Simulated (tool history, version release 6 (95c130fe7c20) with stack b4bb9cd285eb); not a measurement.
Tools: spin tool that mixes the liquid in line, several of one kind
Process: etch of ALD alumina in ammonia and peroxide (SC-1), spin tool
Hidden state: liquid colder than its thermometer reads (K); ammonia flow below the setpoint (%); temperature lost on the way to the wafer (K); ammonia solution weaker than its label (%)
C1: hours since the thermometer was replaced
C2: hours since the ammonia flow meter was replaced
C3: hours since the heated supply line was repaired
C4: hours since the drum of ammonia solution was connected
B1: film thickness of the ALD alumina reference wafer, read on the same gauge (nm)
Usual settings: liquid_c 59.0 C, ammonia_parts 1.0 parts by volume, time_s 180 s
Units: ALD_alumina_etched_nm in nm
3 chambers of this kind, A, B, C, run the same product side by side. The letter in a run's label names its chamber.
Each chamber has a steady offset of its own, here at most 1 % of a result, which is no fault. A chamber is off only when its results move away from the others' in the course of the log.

run 1B hour=6.3 | liquid_c=59.0 ammonia_parts=1.0 time_s=180 | C1=49.2 C2=94.6 C3=583.1 C4=53.4 | B1=60.045 | ALD_alumina_etched_nm=9.1955
run 2A hour=11.3 | liquid_c=59.0 ammonia_parts=1.0 time_s=180 | C1=748.1 C2=1104.7 C3=110.8 C4=22.0 | B1=60.030 | ALD_alumina_etched_nm=9.1525
run 3C hour=16.5 | liquid_c=59.0 ammonia_parts=1.0 time_s=180 | C1=436.6 C2=868.6 C3=1414.0 C4=729.3 | B1=60.014 | ALD_alumina_etched_nm=9.3035
run 4B hour=19.9 | liquid_c=59.0 ammonia_parts=1.0 time_s=180 | C1=62.8 C2=108.2 C3=596.7 C4=67.0 | B1=59.964 | ALD_alumina_etched_nm=9.3604
run 5C hour=23.5 | liquid_c=54.0 ammonia_parts=0.7 time_s=180 | C1=443.6 C2=875.6 C3=1421.0 C4=736.3 | B1=60.013 | ALD_alumina_etched_nm=7.0928
run 6A hour=29.7 | liquid_c=54.0 ammonia_parts=0.7 time_s=180 | C1=766.5 C2=1123.1 C3=129.2 C4=40.4 | B1=59.980 | ALD_alumina_etched_nm=6.7500
run 7C hour=33.8 | liquid_c=54.0 ammonia_parts=0.7 time_s=180 | C1=453.9 C2=885.9 C3=1431.3 C4=746.6 | B1=59.972 | ALD_alumina_etched_nm=6.8647
run 8A hour=36.7 | liquid_c=59.0 ammonia_parts=1.0 time_s=180 | C1=773.5 C2=1130.1 C3=136.2 C4=47.4 | B1=59.999 | ALD_alumina_etched_nm=9.4288
run 9B hour=39.7 | liquid_c=59.0 ammonia_parts=1.0 time_s=180 | C1=82.6 C2=128.0 C3=616.5 C4=86.8 | B1=59.970 | ALD_alumina_etched_nm=9.2323
run 10B hour=46.0 | liquid_c=65.0 ammonia_parts=1.0 time_s=235 | C1=88.9 C2=134.3 C3=622.8 C4=93.1 | B1=60.006 | ALD_alumina_etched_nm=16.2930
run 11A hour=49.8 | liquid_c=65.0 ammonia_parts=1.0 time_s=235 | C1=786.6 C2=1143.2 C3=149.3 C4=60.5 | B1=60.025 | ALD_alumina_etched_nm=16.5300
run 12C hour=55.1 | liquid_c=65.0 ammonia_parts=1.0 time_s=235 | C1=475.2 C2=907.2 C3=1452.6 C4=767.9 | B1=59.993 | ALD_alumina_etched_nm=16.4780
run 13C hour=58.6 | liquid_c=59.0 ammonia_parts=1.0 time_s=180 | C1=478.7 C2=910.7 C3=1456.1 C4=771.4 | B1=60.022 | ALD_alumina_etched_nm=9.4284
run 14B hour=63.1 | liquid_c=59.0 ammonia_parts=1.0 time_s=180 | C1=106.0 C2=151.4 C3=639.9 C4=110.2 | B1=60.025 | ALD_alumina_etched_nm=9.3454
run 15A hour=66.4 | liquid_c=59.0 ammonia_parts=1.0 time_s=180 | C1=803.2 C2=1159.8 C3=165.9 C4=77.1 | B1=60.051 | ALD_alumina_etched_nm=9.2601
run 16C hour=69.6 | liquid_c=53.0 ammonia_parts=1.0 time_s=220 | C1=489.7 C2=921.7 C3=1467.1 C4=782.4 | B1=59.997 | ALD_alumina_etched_nm=8.4834
run 17B hour=76.0 | liquid_c=53.0 ammonia_parts=1.0 time_s=220 | C1=118.9 C2=164.3 C3=652.8 C4=123.1 | B1=59.992 | ALD_alumina_etched_nm=8.2888
run 18A hour=80.5 | liquid_c=53.0 ammonia_parts=1.0 time_s=220 | C1=817.3 C2=1173.9 C3=180.0 C4=91.2 | B1=60.032 | ALD_alumina_etched_nm=8.1925
run 19B hour=87.1 | liquid_c=59.0 ammonia_parts=1.0 time_s=180 | C1=130.0 C2=175.4 C3=663.9 C4=134.2 | B1=59.989 | ALD_alumina_etched_nm=9.2578
run 20A hour=93.1 | liquid_c=59.0 ammonia_parts=1.0 time_s=180 | C1=829.9 C2=1186.5 C3=192.6 C4=103.8 | B1=60.020 | ALD_alumina_etched_nm=9.1273
run 21C hour=96.5 | liquid_c=59.0 ammonia_parts=1.0 time_s=180 | C1=516.6 C2=948.6 C3=1494.0 C4=809.3 | B1=59.955 | ALD_alumina_etched_nm=9.1627
run 22C hour=100.3 | liquid_c=59.0 ammonia_parts=1.0 time_s=180 | C1=520.4 C2=952.4 C3=1497.8 C4=813.1 | B1=60.002 | ALD_alumina_etched_nm=9.0925
run 23A hour=104.3 | liquid_c=59.0 ammonia_parts=1.0 time_s=180 | C1=841.1 C2=1197.7 C3=203.8 C4=115.0 | B1=60.031 | ALD_alumina_etched_nm=9.1437
run 24B hour=108.8 | liquid_c=59.0 ammonia_parts=1.0 time_s=180 | C1=151.7 C2=197.1 C3=685.6 C4=155.9 | B1=59.998 | ALD_alumina_etched_nm=9.2511
run 25C hour=114.2 | liquid_c=59.0 ammonia_parts=1.0 time_s=180 | C1=534.3 C2=966.3 C3=1511.7 C4=827.0 | B1=60.038 | ALD_alumina_etched_nm=8.9871
run 26B hour=120.2 | liquid_c=59.0 ammonia_parts=1.0 time_s=180 | C1=163.1 C2=208.5 C3=697.0 C4=167.3 | B1=60.021 | ALD_alumina_etched_nm=9.3339
run 27A hour=125.6 | liquid_c=59.0 ammonia_parts=1.0 time_s=180 | C1=862.4 C2=1219.0 C3=225.1 C4=136.3 | B1=59.995 | ALD_alumina_etched_nm=9.3067
run 28C hour=128.8 | liquid_c=59.0 ammonia_parts=1.0 time_s=180 | C1=548.9 C2=980.9 C3=1526.3 C4=841.6 | B1=59.999 | ALD_alumina_etched_nm=8.8187
run 29A hour=131.9 | liquid_c=59.0 ammonia_parts=1.0 time_s=180 | C1=868.7 C2=1225.3 C3=231.4 C4=142.6 | B1=60.024 | ALD_alumina_etched_nm=9.2918
run 30B hour=137.5 | liquid_c=59.0 ammonia_parts=1.0 time_s=180 | C1=180.4 C2=225.8 C3=714.3 C4=184.6 | B1=60.051 | ALD_alumina_etched_nm=9.1778
run 31A hour=140.9 | liquid_c=59.0 ammonia_parts=1.0 time_s=180 | C1=877.7 C2=1234.3 C3=240.4 C4=151.6 | B1=60.010 | ALD_alumina_etched_nm=9.3486
run 32C hour=146.4 | liquid_c=54.5 ammonia_parts=0.8 time_s=180 | C1=566.5 C2=998.5 C3=1543.9 C4=859.2 | B1=59.955 | ALD_alumina_etched_nm=6.7712
run 33B hour=152.1 | liquid_c=54.5 ammonia_parts=0.8 time_s=180 | C1=195.0 C2=240.4 C3=728.9 C4=199.2 | B1=60.016 | ALD_alumina_etched_nm=7.2083
run 34B hour=155.0 | liquid_c=54.5 ammonia_parts=0.8 time_s=180 | C1=197.9 C2=243.3 C3=731.8 C4=202.1 | B1=60.011 | ALD_alumina_etched_nm=7.2398
run 35C hour=158.5 | liquid_c=59.0 ammonia_parts=0.8 time_s=80 | C1=578.6 C2=1010.6 C3=1556.0 C4=871.3 | B1=60.000 | ALD_alumina_etched_nm=3.7511
run 36A hour=162.4 | liquid_c=59.0 ammonia_parts=0.8 time_s=80 | C1=899.2 C2=1255.8 C3=261.9 C4=173.1 | B1=60.001 | ALD_alumina_etched_nm=4.0385
run 37A hour=165.9 | liquid_c=59.0 ammonia_parts=0.8 time_s=80 | C1=902.7 C2=1259.3 C3=265.4 C4=176.6 | B1=59.996 | ALD_alumina_etched_nm=4.0149
run 38B hour=169.4 | liquid_c=59.0 ammonia_parts=1.0 time_s=180 | C1=212.3 C2=257.7 C3=746.2 C4=216.5 | B1=60.011 | ALD_alumina_etched_nm=9.2370
run 39C hour=174.5 | liquid_c=59.0 ammonia_parts=1.0 time_s=180 | C1=594.6 C2=1026.6 C3=1572.0 C4=887.3 | B1=59.994 | ALD_alumina_etched_nm=8.4658
run 40B hour=179.4 | liquid_c=59.0 ammonia_parts=1.0 time_s=180 | C1=222.3 C2=267.7 C3=756.2 C4=226.5 | B1=59.962 | ALD_alumina_etched_nm=9.3827
run 41A hour=182.4 | liquid_c=49.5 ammonia_parts=1.0 time_s=180 | C1=919.2 C2=1275.8 C3=281.9 C4=193.1 | B1=59.995 | ALD_alumina_etched_nm=5.6023
run 42C hour=187.8 | liquid_c=49.5 ammonia_parts=1.0 time_s=180 | C1=607.9 C2=1039.9 C3=1585.3 C4=900.6 | B1=60.023 | ALD_alumina_etched_nm=5.1419
run 43A hour=194.6 | liquid_c=49.5 ammonia_parts=1.0 time_s=180 | C1=931.4 C2=1288.0 C3=294.1 C4=205.3 | B1=60.017 | ALD_alumina_etched_nm=5.5486

Is one chamber off against the others, does the gauge drift, or is nothing wrong? If a chamber is off, say which, and what the likeliest cause is.

Chamber C drifts away from the others.
Cause: liquid colder than its thermometer reads (K) = 2.15.
The log may not tell that from: temperature lost on the way to the wafer (K).

Here are 4 candidates for chamber C's next run, each the usual settings with a change, their results left as question marks. Which one brings its results back in line with what the others give on the usual settings?
In line means no further than this from the other chambers' mean on the usual settings: ALD_alumina_etched_nm 0.3000 nm
run 44C-1 hour=199.4 | liquid_c=57.0 ammonia_parts=1.0 time_s=180 | ALD_alumina_etched_nm=?
run 44C-2 hour=199.4 | liquid_c=60.0 ammonia_parts=1.0 time_s=190 | ALD_alumina_etched_nm=?
run 44C-3 hour=199.4 | liquid_c=60.0 ammonia_parts=1.0 time_s=180 | ALD_alumina_etched_nm=?
run 44C-4 hour=199.4 | liquid_c=58.5 ammonia_parts=1.0 time_s=175 | ALD_alumina_etched_nm=?

The other chambers' mean on the usual settings: ALD_alumina_etched_nm 9.2641 nm
run=44C-1 ALD_alumina_etched_nm=7.5147
run=44C-2 ALD_alumina_etched_nm=9.2691
run=44C-3 ALD_alumina_etched_nm=8.7812
run=44C-4 ALD_alumina_etched_nm=7.9008
44C-2 brings the chamber back in line.
